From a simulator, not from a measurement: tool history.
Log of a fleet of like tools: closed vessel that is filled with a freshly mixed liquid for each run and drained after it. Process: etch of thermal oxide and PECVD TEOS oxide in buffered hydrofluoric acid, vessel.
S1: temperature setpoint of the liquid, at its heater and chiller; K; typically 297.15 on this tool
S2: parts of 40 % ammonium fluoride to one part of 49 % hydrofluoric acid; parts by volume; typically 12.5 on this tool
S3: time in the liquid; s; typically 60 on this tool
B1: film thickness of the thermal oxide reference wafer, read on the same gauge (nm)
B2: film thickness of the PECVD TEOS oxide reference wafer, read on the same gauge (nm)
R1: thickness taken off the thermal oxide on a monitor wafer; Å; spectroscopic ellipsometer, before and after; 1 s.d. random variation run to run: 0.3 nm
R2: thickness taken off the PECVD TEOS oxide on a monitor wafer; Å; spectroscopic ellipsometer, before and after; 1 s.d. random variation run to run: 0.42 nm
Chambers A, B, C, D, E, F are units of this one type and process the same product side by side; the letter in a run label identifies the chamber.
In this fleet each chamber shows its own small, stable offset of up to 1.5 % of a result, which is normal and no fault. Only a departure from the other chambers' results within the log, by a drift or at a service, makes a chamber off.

{"run": "1E", "hour": 8.6, "S1": 297.15, "S2": 12.5, "S3": 60, "B1": 40.001, "B2": 79.993, "R1": 570.96, "R2": 612.89}
{"run": "2B", "hour": 21.2, "S1": 297.15, "S2": 12.5, "S3": 60, "B1": 39.973, "B2": 80.01, "R1": 566.6, "R2": 602.62}
{"run": "3A", "hour": 33.1, "S1": 297.15, "S2": 12.5, "S3": 60, "B1": 39.983, "B2": 80.005, "R1": 564.45, "R2": 611.41}
{"run": "4F", "hour": 48.0, "S1": 297.15, "S2": 12.5, "S3": 60, "B1": 39.975, "B2": 79.996, "R1": 565.78, "R2": 599.67}
{"run": "5C", "hour": 61.2, "S1": 297.15, "S2": 12.5, "S3": 60, "B1": 39.976, "B2": 79.978, "R1": 565.1, "R2": 605.49}
{"run": "6D", "hour": 68.3, "S1": 297.15, "S2": 12.5, "S3": 60, "B1": 40.051, "B2": 79.992, "R1": 563.43, "R2": 614.52}
{"run": "7A", "hour": 81.1, "S1": 295.15, "S2": 12.5, "S3": 45, "B1": 40.01, "B2": 80.002, "R1": 379.32, "R2": 406.95}
{"hour": 84.6, "done": "chamber C: hydrofluoric acid flow meter replaced"}
{"run": "8F", "hour": 94.5, "S1": 295.15, "S2": 12.5, "S3": 45, "B1": 39.998, "B2": 79.942, "R1": 381.54, "R2": 402.86}
{"hour": 105.2, "done": "chamber C: thermometer replaced"}
{"run": "9B", "hour": 109.9, "S1": 295.15, "S2": 12.5, "S3": 45, "B1": 39.964, "B2": 79.995, "R1": 380.83, "R2": 403.51}
{"run": "10D", "hour": 125.5, "S1": 295.15, "S2": 12.5, "S3": 45, "B1": 40.034, "B2": 80.012, "R1": 379.23, "R2": 408.17}
{"run": "11C", "hour": 139.7, "S1": 295.15, "S2": 12.5, "S3": 45, "B1": 39.975, "B2": 79.972, "R1": 382.13, "R2": 404.17}
{"run": "12E", "hour": 154.0, "S1": 295.15, "S2": 12.5, "S3": 45, "B1": 40.007, "B2": 79.963, "R1": 379.93, "R2": 410.01}
{"run": "13A", "hour": 161.6, "S1": 297.15, "S2": 12.5, "S3": 60, "B1": 39.998, "B2": 79.979, "R1": 564.71, "R2": 607.15}
{"run": "14F", "hour": 173.4, "S1": 297.15, "S2": 10.5, "S3": 85, "B1": 40.009, "B2": 79.992, "R1": 946.93, "R2": 1013.5}
{"run": "15C", "hour": 180.9, "S1": 297.15, "S2": 10.5, "S3": 85, "B1": 39.991, "B2": 79.983, "R1": 948.75, "R2": 1007}
{"run": "16B", "hour": 194.7, "S1": 297.15, "S2": 10.5, "S3": 85, "B1": 40.023, "B2": 80.018, "R1": 952.21, "R2": 1010.5}
{"run": "17D", "hour": 208.1, "S1": 297.15, "S2": 10.5, "S3": 85, "B1": 39.987, "B2": 80.053, "R1": 955.65, "R2": 1025.5}
{"run": "18E", "hour": 218.3, "S1": 297.15, "S2": 10.5, "S3": 85, "B1": 39.97, "B2": 80.002, "R1": 950.69, "R2": 1021.1}
{"run": "19B", "hour": 227.1, "S1": 297.15, "S2": 10.5, "S3": 85, "B1": 40.008, "B2": 79.995, "R1": 951.93, "R2": 1020.7}
{"hour": 237.0, "done": "chamber A: hydrofluoric acid flow meter replaced"}
{"run": "20C", "hour": 238.9, "S1": 297.15, "S2": 12.5, "S3": 60, "B1": 40.024, "B2": 80.018, "R1": 566.88, "R2": 604.14}
{"run": "21D", "hour": 249.7, "S1": 297.15, "S2": 12.5, "S3": 60, "B1": 40.015, "B2": 79.991, "R1": 566.97, "R2": 608.9}
{"run": "22A", "hour": 259.0, "S1": 297.15, "S2": 12.5, "S3": 60, "B1": 39.997, "B2": 80.02, "R1": 562.96, "R2": 601.87}
{"run": "23F", "hour": 274.8, "S1": 297.15, "S2": 16, "S3": 60, "B1": 40.017, "B2": 80.005, "R1": 448.1, "R2": 473.03}
{"run": "24E", "hour": 284.7, "S1": 297.15, "S2": 16, "S3": 60, "B1": 40.031, "B2": 79.991, "R1": 443.25, "R2": 477.92}
{"run": "25E", "hour": 292.1, "S1": 297.15, "S2": 16, "S3": 60, "B1": 40.022, "B2": 79.997, "R1": 445.11, "R2": 480.63}
{"run": "26D", "hour": 299.6, "S1": 297.15, "S2": 16, "S3": 60, "B1": 40.028, "B2": 80.012, "R1": 445.73, "R2": 484.43}
{"run": "27A", "hour": 310.9, "S1": 297.15, "S2": 16, "S3": 60, "B1": 39.997, "B2": 80.019, "R1": 447.91, "R2": 483.07}
{"run": "28F", "hour": 324.4, "S1": 297.15, "S2": 16, "S3": 60, "B1": 40.027, "B2": 79.992, "R1": 445.76, "R2": 478.22}
{"hour": 324.9, "done": "chamber A: thermometer replaced"}
{"run": "29B", "hour": 332.1, "S1": 297.15, "S2": 12.5, "S3": 60, "B1": 39.99, "B2": 79.962, "R1": 568.83, "R2": 609.31}
{"run": "30C", "hour": 344.6, "S1": 297.15, "S2": 12.5, "S3": 60, "B1": 40.026, "B2": 80.022, "R1": 569.14, "R2": 605.86}
{"hour": 359.7, "done": "chamber D: hydrofluoric acid flow meter replaced"}
{"run": "31D", "hour": 360.1, "S1": 297.15, "S2": 12.5, "S3": 60, "B1": 39.988, "B2": 79.97, "R1": 562.02, "R2": 612.1}
{"run": "32C", "hour": 370.2, "S1": 295.65, "S2": 12.5, "S3": 60, "B1": 40.001, "B2": 79.998, "R1": 515.64, "R2": 545.87}
{"run": "33E", "hour": 378.6, "S1": 295.65, "S2": 12.5, "S3": 60, "B1": 39.979, "B2": 80.01, "R1": 521.33, "R2": 548.8}
{"run": "34B", "hour": 392.3, "S1": 295.65, "S2": 12.5, "S3": 60, "B1": 39.995, "B2": 79.997, "R1": 520.14, "R2": 556.67}
{"run": "35A", "hour": 408.1, "S1": 295.65, "S2": 12.5, "S3": 60, "B1": 40.02, "B2": 80.016, "R1": 524.8, "R2": 557.3}
{"run": "36F", "hour": 417.3, "S1": 295.65, "S2": 12.5, "S3": 60, "B1": 40.046, "B2": 80.001, "R1": 524.95, "R2": 552.18}
{"run": "37C", "hour": 432.5, "S1": 295.65, "S2": 12.5, "S3": 60, "B1": 39.969, "B2": 79.999, "R1": 520.04, "R2": 549.37}
{"run": "38A", "hour": 447.8, "S1": 297.15, "S2": 12.5, "S3": 60, "B1": 40.074, "B2": 79.998, "R1": 564.2, "R2": 609.39}
{"run": "39F", "hour": 456.5, "S1": 297.15, "S2": 12.5, "S3": 60, "B1": 39.975, "B2": 80.016, "R1": 563.56, "R2": 603.91}
{"run": "40B", "hour": 469.3, "S1": 297.15, "S2": 12.5, "S3": 60, "B1": 40.016, "B2": 80.003, "R1": 573.45, "R2": 604.86}
{"run": "41D", "hour": 476.7, "S1": 297.15, "S2": 12.5, "S3": 60, "B1": 40.011, "B2": 79.964, "R1": 565.04, "R2": 607.45}
{"run": "42E", "hour": 491.1, "S1": 297.15, "S2": 12.5, "S3": 60, "B1": 40.002, "B2": 79.958, "R1": 563.62, "R2": 609.9}
{"run": "43D", "hour": 499.2, "S1": 299.15, "S2": 12.5, "S3": 30, "B1": 40.009, "B2": 80.022, "R1": 318.3, "R2": 340.83}
{"run": "44C", "hour": 510.2, "S1": 299.15, "S2": 12.5, "S3": 30, "B1": 40.016, "B2": 80.008, "R1": 319.7, "R2": 335.54}

For the next run the whole fleet of 6 chambers uses the same settings. Give each chamber's results:
{"run": "45A", "hour": 521.5, "S1": 297.15, "S2": 12.5, "S3": 60, "R1": "?", "R2": "?"}
{"run": "45B", "hour": 521.5, "S1": 297.15, "S2": 12.5, "S3": 60, "R1": "?", "R2": "?"}
{"run": "45C", "hour": 521.5, "S1": 297.15, "S2": 12.5, "S3": 60, "R1": "?", "R2": "?"}
{"run": "45D", "hour": 521.5, "S1": 297.15, "S2": 12.5, "S3": 60, "R1": "?", "R2": "?"}
{"run": "45E", "hour": 521.5, "S1": 297.15, "S2": 12.5, "S3": 60, "R1": "?", "R2": "?"}
{"run": "45F", "hour": 521.5, "S1": 297.15, "S2": 12.5, "S3": 60, "R1": "?", "R2": "?"}

run=45A R1=565.34 R2=598.14
run=45B R1=568.58 R2=603
run=45C R1=572.73 R2=603.47
run=45D R1=566.73 R2=609.35
run=45E R1=568.53 R2=611.43
run=45F R1=566.98 R2=604.84

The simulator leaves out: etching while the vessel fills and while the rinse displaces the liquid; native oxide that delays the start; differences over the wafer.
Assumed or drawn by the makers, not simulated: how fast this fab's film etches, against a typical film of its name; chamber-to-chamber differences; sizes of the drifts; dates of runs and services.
